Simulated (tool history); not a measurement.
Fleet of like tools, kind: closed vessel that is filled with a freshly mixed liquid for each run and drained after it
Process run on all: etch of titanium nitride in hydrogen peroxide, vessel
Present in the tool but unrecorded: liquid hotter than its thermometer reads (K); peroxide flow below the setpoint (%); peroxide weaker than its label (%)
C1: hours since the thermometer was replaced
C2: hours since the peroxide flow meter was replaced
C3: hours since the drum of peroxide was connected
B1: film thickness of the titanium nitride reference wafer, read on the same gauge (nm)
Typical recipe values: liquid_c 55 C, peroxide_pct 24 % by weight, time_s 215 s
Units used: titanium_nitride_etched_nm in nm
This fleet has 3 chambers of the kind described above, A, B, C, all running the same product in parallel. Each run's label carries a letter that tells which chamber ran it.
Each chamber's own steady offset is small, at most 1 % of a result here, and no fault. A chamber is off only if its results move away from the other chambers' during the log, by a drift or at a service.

run 1C hour=13.0 | liquid_c=55 peroxide_pct=24 time_s=215 | C1=1452.4 C2=54.8 C3=318.0 | B1=100.000 | titanium_nitride_etched_nm=19.739
run 2A hour=20.3 | liquid_c=55 peroxide_pct=24 time_s=215 | C1=161.7 C2=155.5 C3=352.9 | B1=99.990 | titanium_nitride_etched_nm=19.480
run 3B hour=29.8 | liquid_c=55 peroxide_pct=24 time_s=215 | C1=562.5 C2=781.4 C3=891.0 | B1=100.020 | titanium_nitride_etched_nm=19.757
run 4B hour=42.3 | liquid_c=55 peroxide_pct=24 time_s=215 | C1=575.0 C2=793.9 C3=903.5 | B1=99.988 | titanium_nitride_etched_nm=19.416
run 5A hour=54.8 | liquid_c=55 peroxide_pct=24 time_s=215 | C1=196.2 C2=190.0 C3=387.4 | B1=100.010 | titanium_nitride_etched_nm=19.408
run 6C hour=65.8 | liquid_c=55 peroxide_pct=24 time_s=215 | C1=1505.2 C2=107.6 C3=370.8 | B1=99.982 | titanium_nitride_etched_nm=19.947
run 7B hour=76.4 | liquid_c=55 peroxide_pct=24 time_s=215 | C1=609.1 C2=828.0 C3=937.6 | B1=99.998 | titanium_nitride_etched_nm=19.354
run 8A hour=85.6 | liquid_c=55 peroxide_pct=24 time_s=335 | C1=227.0 C2=220.8 C3=418.2 | B1=100.010 | titanium_nitride_etched_nm=30.331
run 9C hour=98.7 | liquid_c=55 peroxide_pct=24 time_s=335 | C1=1538.1 C2=140.5 C3=403.7 | B1=100.020 | titanium_nitride_etched_nm=30.425
run 10A hour=109.5 | liquid_c=55 peroxide_pct=24 time_s=335 | C1=250.9 C2=244.7 C3=442.1 | B1=99.989 | titanium_nitride_etched_nm=30.908
run 11B hour=115.8 | liquid_c=55 peroxide_pct=24 time_s=215 | C1=648.5 C2=867.4 C3=977.0 | B1=100.010 | titanium_nitride_etched_nm=19.865
run 12C hour=128.0 | liquid_c=55 peroxide_pct=24 time_s=215 | C1=1567.4 C2=169.8 C3=433.0 | B1=100.010 | titanium_nitride_etched_nm=19.479
run 13C hour=135.2 | liquid_c=55 peroxide_pct=24 time_s=215 | C1=1574.6 C2=177.0 C3=440.2 | B1=99.994 | titanium_nitride_etched_nm=19.662
run 14B hour=145.9 | liquid_c=55 peroxide_pct=24 time_s=215 | C1=678.6 C2=897.5 C3=1007.1 | B1=99.984 | titanium_nitride_etched_nm=19.661
run 15A hour=159.8 | liquid_c=55 peroxide_pct=20 time_s=215 | C1=301.2 C2=295.0 C3=492.4 | B1=100.020 | titanium_nitride_etched_nm=18.793
run 16A hour=167.8 | liquid_c=55 peroxide_pct=20 time_s=215 | C1=309.2 C2=303.0 C3=500.4 | B1=100.000 | titanium_nitride_etched_nm=18.707
-- hour=176.7 chamber B: peroxide flow meter replaced
run 17B hour=179.2 | liquid_c=55 peroxide_pct=20 time_s=215 | C1=711.9 C2=2.5 C3=1040.4 | B1=99.988 | titanium_nitride_etched_nm=18.600
run 18C hour=191.1 | liquid_c=55 peroxide_pct=24 time_s=215 | C1=1630.5 C2=232.9 C3=496.1 | B1=100.000 | titanium_nitride_etched_nm=19.580
run 19B hour=202.4 | liquid_c=55 peroxide_pct=24 time_s=215 | C1=735.1 C2=25.7 C3=1063.6 | B1=100.000 | titanium_nitride_etched_nm=19.558
run 20A hour=213.2 | liquid_c=55 peroxide_pct=24 time_s=215 | C1=354.6 C2=348.4 C3=545.8 | B1=99.976 | titanium_nitride_etched_nm=19.737
run 21C hour=223.9 | liquid_c=55 peroxide_pct=24 time_s=215 | C1=1663.3 C2=265.7 C3=528.9 | B1=99.982 | titanium_nitride_etched_nm=19.753
run 22B hour=236.7 | liquid_c=55 peroxide_pct=24 time_s=165 | C1=769.4 C2=60.0 C3=1097.9 | B1=99.997 | titanium_nitride_etched_nm=14.879
run 23A hour=248.3 | liquid_c=55 peroxide_pct=24 time_s=165 | C1=389.7 C2=383.5 C3=580.9 | B1=99.998 | titanium_nitride_etched_nm=15.053
run 24C hour=261.8 | liquid_c=55 peroxide_pct=24 time_s=165 | C1=1701.2 C2=303.6 C3=566.8 | B1=99.983 | titanium_nitride_etched_nm=15.107

Predict what each chamber gives when all 3 of them run the settings below next.
run 25A hour=271.7 | liquid_c=55 peroxide_pct=24 time_s=215 | titanium_nitride_etched_nm=?
run 25B hour=271.7 | liquid_c=55 peroxide_pct=24 time_s=215 | titanium_nitride_etched_nm=?
run 25C hour=271.7 | liquid_c=55 peroxide_pct=24 time_s=215 | titanium_nitride_etched_nm=?

run=25A titanium_nitride_etched_nm=19.516
run=25B titanium_nitride_etched_nm=19.491
run=25C titanium_nitride_etched_nm=19.723
